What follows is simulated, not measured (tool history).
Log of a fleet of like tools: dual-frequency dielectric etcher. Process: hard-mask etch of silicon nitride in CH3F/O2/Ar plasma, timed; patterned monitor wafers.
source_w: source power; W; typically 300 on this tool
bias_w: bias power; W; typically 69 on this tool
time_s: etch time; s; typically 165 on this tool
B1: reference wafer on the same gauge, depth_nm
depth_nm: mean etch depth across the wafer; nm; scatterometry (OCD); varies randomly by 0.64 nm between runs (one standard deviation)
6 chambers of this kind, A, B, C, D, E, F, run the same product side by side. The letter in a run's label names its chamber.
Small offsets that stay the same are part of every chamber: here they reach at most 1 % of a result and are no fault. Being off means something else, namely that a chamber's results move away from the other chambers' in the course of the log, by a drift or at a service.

Run 1E, hour 7.2: usual settings; B1 119.19. Result: depth_nm 101.65 nm.
Run 2D, hour 11.8: usual settings; B1 118.91. Result: depth_nm 101.71 nm.
At hour 17.2: chamber A: bias power generator calibrated.
Run 3C, hour 18.2: usual settings; B1 118.93. Result: depth_nm 101.99 nm.
Run 4B, hour 26.4: usual settings; B1 119.04. Result: depth_nm 101.8 nm.
Run 5F, hour 35.3: usual settings; B1 119.18. Result: depth_nm 102 nm.
Run 6A, hour 40.5: usual settings; B1 119.04. Result: depth_nm 102.59 nm.
Run 7F, hour 50: usual settings; B1 119.03. Result: depth_nm 101.51 nm.
At hour 54.3: chamber C: wet clean of the chamber.
Run 8E, hour 56.6: usual settings; B1 118.8. Result: depth_nm 101.93 nm.
Run 9A, hour 66.1: usual settings; B1 118.98. Result: depth_nm 101.92 nm.
At hour 66.5: chamber E: wet clean of the chamber.
Run 10B, hour 71.2: usual settings; B1 119.18. Result: depth_nm 102.76 nm.
Run 11C, hour 78.7: usual settings; B1 118.95. Result: depth_nm 101.95 nm.
Run 12D, hour 83.4: usual settings; B1 119.07. Result: depth_nm 102.65 nm.
Run 13C, hour 89.2: usual settings but bias_w 78 W; B1 118.91. Result: depth_nm 108.65 nm.
Run 14A, hour 93.9: usual settings but bias_w 78 W; B1 119.14. Result: depth_nm 107.52 nm.
Run 15B, hour 98.3: usual settings but bias_w 78 W; B1 119.12. Result: depth_nm 107.7 nm.
Run 16D, hour 107: usual settings but bias_w 78 W; B1 118.96. Result: depth_nm 105.26 nm.
Run 17F, hour 113.9: usual settings but bias_w 78 W; B1 119.01. Result: depth_nm 107.01 nm.
Run 18E, hour 123.1: usual settings but bias_w 78 W; B1 119. Result: depth_nm 105.92 nm.
Run 19C, hour 128.7: usual settings; B1 119.22. Result: depth_nm 102.63 nm.
Run 20B, hour 133.5: usual settings but time_s 202 s; B1 118.98. Result: depth_nm 126.94 nm.
Run 21A, hour 142.4: usual settings but time_s 202 s; B1 118.95. Result: depth_nm 124.09 nm.
Run 22F, hour 150.3: usual settings but time_s 202 s; B1 118.94. Result: depth_nm 124.99 nm.
Run 23E, hour 159.8: usual settings but time_s 202 s; B1 118.79. Result: depth_nm 125.96 nm.
Run 24D, hour 165.3: usual settings but time_s 202 s; B1 119.02. Result: depth_nm 124.3 nm.
Run 25B, hour 170: usual settings but time_s 202 s; B1 119.11. Result: depth_nm 128.12 nm.
Run 26F, hour 175.1: usual settings; B1 119.17. Result: depth_nm 101.35 nm.
Run 27D, hour 180.6: usual settings but source_w 360 W; B1 118.97. Result: depth_nm 108.93 nm.
At hour 187: chamber D: wet clean of the chamber.
Run 28E, hour 189.5: usual settings but source_w 360 W; B1 119.12. Result: depth_nm 109.05 nm.
Run 29A, hour 198: usual settings but source_w 360 W; B1 119.17. Result: depth_nm 110.26 nm.
Run 30C, hour 204.4: usual settings but source_w 360 W; B1 119.1. Result: depth_nm 109.68 nm.
Run 31A, hour 211.3: usual settings but source_w 360 W; B1 119.1. Result: depth_nm 109.68 nm.
Run 32C, hour 220.6: usual settings but source_w 360 W; B1 118.83. Result: depth_nm 109.97 nm.
Run 33F, hour 229.7: usual settings but source_w 320 W; B1 119.15. Result: depth_nm 104.94 nm.
Run 34D, hour 238.8: usual settings but source_w 320 W; B1 118.97. Result: depth_nm 104.63 nm.
Run 35E, hour 244.3: usual settings but source_w 320 W; B1 119.12. Result: depth_nm 104.43 nm.
Run 36B, hour 253.4: usual settings but source_w 320 W; B1 118.94. Result: depth_nm 108.58 nm.
Run 37C, hour 262.6: usual settings but source_w 320 W; B1 119.19. Result: depth_nm 105.32 nm.
Run 38A, hour 272: usual settings but source_w 320 W; B1 118.95. Result: depth_nm 103.97 nm.
Run 39E, hour 276.7: usual settings; B1 119.11. Result: depth_nm 101.7 nm.
Run 40B, hour 286.1: usual settings; B1 119.21. Result: depth_nm 107.17 nm.
Run 41D, hour 291.5: usual settings; B1 119.19. Result: depth_nm 101.65 nm.
Run 42F, hour 299.2: usual settings but time_s 206 s; B1 118.95. Result: depth_nm 127.12 nm.

Has any chamber moved away from the others, gradually or after a service, or does the common gauge drift, or do the chambers differ only by their own small steady offsets? State the chamber and the most likely cause if one applies.

Chamber B drifts away from the others.
Most likely cause: etch rate over this chamber's usual, % = 4.51.

Chamber B could run next with any of the 4 candidate recipes listed below; each alters the usual settings, and their results appear as question marks. Which one brings its results back in line with what the other chambers deliver on the usual settings?
Counts as in line when no further than this from what the other chambers average on the usual settings: depth_nm 2.2 nm
Run 43B-1, hour 306: usual settings but bias_w 70 W, time_s 178 s. Result: depth_nm ?.
Run 43B-2, hour 306: usual settings but time_s 172 s. Result: depth_nm ?.
Run 43B-3, hour 306: usual settings but bias_w 54 W. Result: depth_nm ?.
Run 43B-4, hour 306: usual settings but time_s 157 s. Result: depth_nm ?.

Mean of the other chambers on the usual settings: depth_nm 101.98 nm
  run  depth_nm
43B-1    115.74
43B-2    111.27
43B-3    98.112
43B-4    101.57
With 43B-4, the chamber falls back in line with the rest.
